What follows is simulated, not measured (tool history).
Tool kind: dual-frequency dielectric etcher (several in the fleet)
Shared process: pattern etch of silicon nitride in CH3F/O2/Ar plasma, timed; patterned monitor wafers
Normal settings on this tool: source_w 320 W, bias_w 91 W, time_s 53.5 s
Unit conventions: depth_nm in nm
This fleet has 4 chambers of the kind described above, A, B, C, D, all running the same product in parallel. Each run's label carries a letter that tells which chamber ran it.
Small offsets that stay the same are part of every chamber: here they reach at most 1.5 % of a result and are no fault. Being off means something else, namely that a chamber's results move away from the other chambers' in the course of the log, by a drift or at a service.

| run | day | source_w | bias_w | time_s | hours since the last wet clean | hours since the last source power generator calibration | hours since the last bias power generator calibration | read-back reference wafer on the same gauge, depth_nm | depth_nm |
|---|---|---|---|---|---|---|---|---|---|
| 1C | 0.254 | 320 | 91 | 53.5 | 601.6 | 1753.9 | 652 | 37.674 | 37.724 |
| 2B | 0.554 | 320 | 91 | 53.5 | 65 | 1205.4 | 1579.9 | 37.756 | 37.61 |
| 3A | 0.95 | 320 | 91 | 53.5 | 369.7 | 786.9 | 4309.3 | 37.704 | 37.329 |
|  | 1.175 | chamber C: wet clean of the chamber |
| 4D | 1.338 | 320 | 91 | 53.5 | 361.3 | 832.7 | 611.5 | 37.739 | 37.776 |
| 5C | 1.583 | 260 | 91 | 53.5 | 9.8 | 1785.8 | 683.9 | 37.702 | 34.665 |
| 6D | 1.804 | 260 | 91 | 53.5 | 372.5 | 843.9 | 622.7 | 37.774 | 35.077 |
| 7B | 2.271 | 260 | 91 | 53.5 | 106.2 | 1246.6 | 1621.1 | 37.677 | 34.674 |
| 8A | 2.638 | 260 | 91 | 53.5 | 410.2 | 827.4 | 4349.8 | 37.696 | 34.866 |
| 9C | 3.021 | 320 | 91 | 53.5 | 44.3 | 1820.3 | 718.4 | 37.691 | 37.764 |
| 10B | 3.475 | 320 | 91 | 53.5 | 135.1 | 1275.5 | 1650 | 37.647 | 37.601 |
| 11A | 3.95 | 320 | 91 | 53.5 | 441.7 | 858.9 | 4381.3 | 37.722 | 37.439 |
| 12D | 4.262 | 320 | 91 | 53.5 | 431.5 | 902.9 | 681.7 | 37.682 | 37.714 |
| 13A | 4.612 | 320 | 91 | 53.5 | 457.6 | 874.8 | 4397.2 | 37.698 | 37.333 |
| 14C | 4.946 | 320 | 91 | 53.5 | 90.5 | 1866.5 | 764.6 | 37.661 | 37.753 |
| 15D | 5.212 | 320 | 91 | 53.5 | 454.3 | 925.7 | 704.5 | 37.718 | 37.661 |
| 16B | 5.433 | 270 | 91 | 68 | 182.1 | 1322.5 | 1697 | 37.714 | 44.749 |
| 17B | 5.721 | 270 | 91 | 68 | 189 | 1329.4 | 1703.9 | 37.68 | 44.981 |
| 18A | 6.129 | 270 | 91 | 68 | 494 | 911.2 | 4433.6 | 37.688 | 44.666 |
| 19D | 6.421 | 270 | 91 | 68 | 483.3 | 954.7 | 733.5 | 37.707 | 45.897 |
| 20C | 6.692 | 320 | 91 | 53.5 | 132.4 | 1908.4 | 806.5 | 37.735 | 37.397 |
|  | 6.762 | chamber A: wet clean of the chamber |
| 21B | 7 | 320 | 91 | 53.5 | 219.7 | 1360.1 | 1734.6 | 37.733 | 37.593 |
| 22D | 7.425 | 320 | 91 | 53.5 | 507.4 | 978.8 | 757.6 | 37.779 | 38.983 |
| 23C | 7.892 | 320 | 91 | 53.5 | 161.2 | 1937.2 | 835.3 | 37.713 | 37.865 |
| 24A | 8.329 | 320 | 91 | 53.5 | 37.6 | 964 | 4486.4 | 37.741 | 37.512 |
| 25D | 8.604 | 320 | 103 | 41.5 | 535.7 | 1007.1 | 785.9 | 37.675 | 31.552 |
| 26B | 8.921 | 320 | 103 | 41.5 | 265.8 | 1406.2 | 1780.7 | 37.673 | 30.551 |
| 27C | 9.396 | 320 | 103 | 41.5 | 197.3 | 1973.3 | 871.4 | 37.69 | 30.586 |
| 28A | 9.704 | 320 | 103 | 41.5 | 70.6 | 997 | 4519.4 | 37.674 | 30.109 |
| 29B | 9.921 | 320 | 91 | 53.5 | 289.8 | 1430.2 | 1804.7 | 37.744 | 37.569 |
| 30C | 10.346 | 320 | 91 | 53.5 | 220.1 | 1996.1 | 894.2 | 37.682 | 37.717 |
| 31A | 10.758 | 320 | 91 | 53.5 | 95.9 | 1022.3 | 4544.7 | 37.651 | 37.331 |
| 32D | 11.025 | 320 | 91 | 53.5 | 593.8 | 1065.2 | 844 | 37.647 | 39.133 |
| 33C | 11.388 | 320 | 91 | 53.5 | 245.1 | 2021.1 | 919.2 | 37.715 | 37.61 |
| 34D | 11.729 | 320 | 91 | 53.5 | 610.7 | 1082.1 | 860.9 | 37.713 | 39.37 |
| 35A | 12.225 | 320 | 91 | 53.5 | 131.1 | 1057.5 | 4579.9 | 37.724 | 37.635 |
| 36B | 12.629 | 320 | 91 | 53.5 | 354.8 | 1495.2 | 1869.7 | 37.644 | 37.336 |
| 37B | 12.854 | 320 | 91 | 46 | 360.2 | 1500.6 | 1875.1 | 37.74 | 31.773 |
| 38A | 13.271 | 320 | 91 | 46 | 156.2 | 1082.6 | 4605 | 37.612 | 32.108 |
| 39D | 13.6 | 320 | 91 | 46 | 655.6 | 1127 | 905.8 | 37.676 | 34.51 |

Is one chamber out of step, is the gauge drifting, or do the chambers differ by no more than their own small offsets? For an off chamber, give its letter and the likeliest cause.

One chamber, D, drifts off from the rest bit by bit.
Cause: etch rate over this chamber's usual, % = 4.87.

Which of the 4 candidates below, each the usual settings with something changed and its results left as question marks, puts chamber D back in line with what the other chambers give on the usual settings?
Maximum distance from the other chambers' mean on the usual settings for a result to count as in line: depth_nm 0.71 nm
| 40D-1 | 13.958 | 330 | 91 | 58.5 |  |  |  |  | ? |
| 40D-2 | 13.958 | 320 | 92 | 56.5 |  |  |  |  | ? |
| 40D-3 | 13.958 | 240 | 91 | 53.5 |  |  |  |  | ? |
| 40D-4 | 13.958 | 320 | 90 | 50.5 |  |  |  |  | ? |

Mean of the other chambers on the usual settings: depth_nm 37.533 nm
| run | depth_nm |
|---|---|
| 40D-1 | 44.178 |
| 40D-2 | 42.345 |
| 40D-3 | 35.857 |
| 40D-4 | 37.548 |
Change 40D-4 lands the chamber within the allowed miss of the other chambers.
